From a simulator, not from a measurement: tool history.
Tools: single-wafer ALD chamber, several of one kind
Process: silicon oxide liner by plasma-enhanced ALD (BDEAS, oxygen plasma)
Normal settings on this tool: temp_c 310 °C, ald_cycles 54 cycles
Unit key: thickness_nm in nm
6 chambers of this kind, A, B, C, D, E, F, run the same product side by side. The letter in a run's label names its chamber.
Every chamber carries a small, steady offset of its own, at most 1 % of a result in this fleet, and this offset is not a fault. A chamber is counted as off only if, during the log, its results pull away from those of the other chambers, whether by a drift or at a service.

run	hour	temp_c	ald_cycles	hours since the last thermocouple change	read-back reference wafer on the same gauge, thickness_nm	thickness_nm
1F	4.2	310	54	182.9	5.1017	4.9401
2E	8.7	310	54	1089.5	5.1019	4.9260
3C	14.4	310	54	1208.1	5.1024	4.9170
4B	23.1	310	54	163.0	5.1020	4.9190
5D	31.2	310	54	88.8	5.1041	4.9733
6A	37.5	310	54	1981.8	5.1054	4.9746
7D	41.6	310	54	99.2	5.1032	4.9632
8E	46.3	310	54	1127.1	5.1043	4.9329
9C	52.6	310	54	1246.3	5.1054	4.9173
10F	61.6	310	54	240.3	5.1058	4.9487
# hour 65.5: chamber C: thermocouple changed; heater temperature recalibrated
11A	65.9	310	54	2010.2	5.1091	4.9864
12B	73.4	310	63	213.3	5.1082	5.7541
13A	81.6	310	63	2025.9	5.1091	5.8176
14E	90.2	310	63	1171.0	5.1091	5.7504
15D	98.4	310	63	156.0	5.1102	5.7986
16C	102.7	310	63	37.2	5.1128	5.7567
17B	108.7	310	63	248.6	5.1135	5.7439
18F	115.9	310	54	294.6	5.1117	4.9633
19F	122.0	310	54	300.7	5.1130	4.9566
20C	127.2	319	54	61.7	5.1133	4.8708
21A	136.0	319	54	2080.3	5.1156	4.9217
22D	143.7	319	54	201.3	5.1138	4.9156
23E	151.0	319	54	1231.8	5.1185	4.8793
24B	156.3	319	54	296.2	5.1165	4.8719
25E	163.5	319	54	1244.3	5.1184	4.8816
26F	170.8	310	54	349.5	5.1189	4.9626
27D	179.0	310	54	236.6	5.1191	4.9917
28C	183.1	297	54	117.6	5.1180	5.0543
29B	189.3	297	54	329.2	5.1215	5.0535
30A	197.0	297	54	2141.3	5.1203	5.1366
31E	205.9	297	54	1286.7	5.1239	5.0784
32D	210.1	297	54	267.7	5.1237	5.1039
33C	218.0	297	54	152.5	5.1244	5.0763
34F	223.2	310	54	401.9	5.1233	4.9884
35B	230.8	310	54	370.7	5.1257	4.9390
36A	236.4	310	54	2180.7	5.1261	5.0010
37A	244.0	310	54	2188.3	5.1270	4.9958
38C	252.8	310	54	187.3	5.1277	4.9344
39D	257.2	310	54	314.8	5.1269	4.9884

Decide between three cases: one chamber stands off from its peers, the gauge reading all wafers drifts, or nothing is wrong past each chamber's small offset. Where a chamber is off, say which and what most likely put it there.

No chamber is off; the gauge reading every chamber's wafers drifts, which makes the whole fleet appear to move together.
Most likely cause: gauge reads high (%) = 0.572.
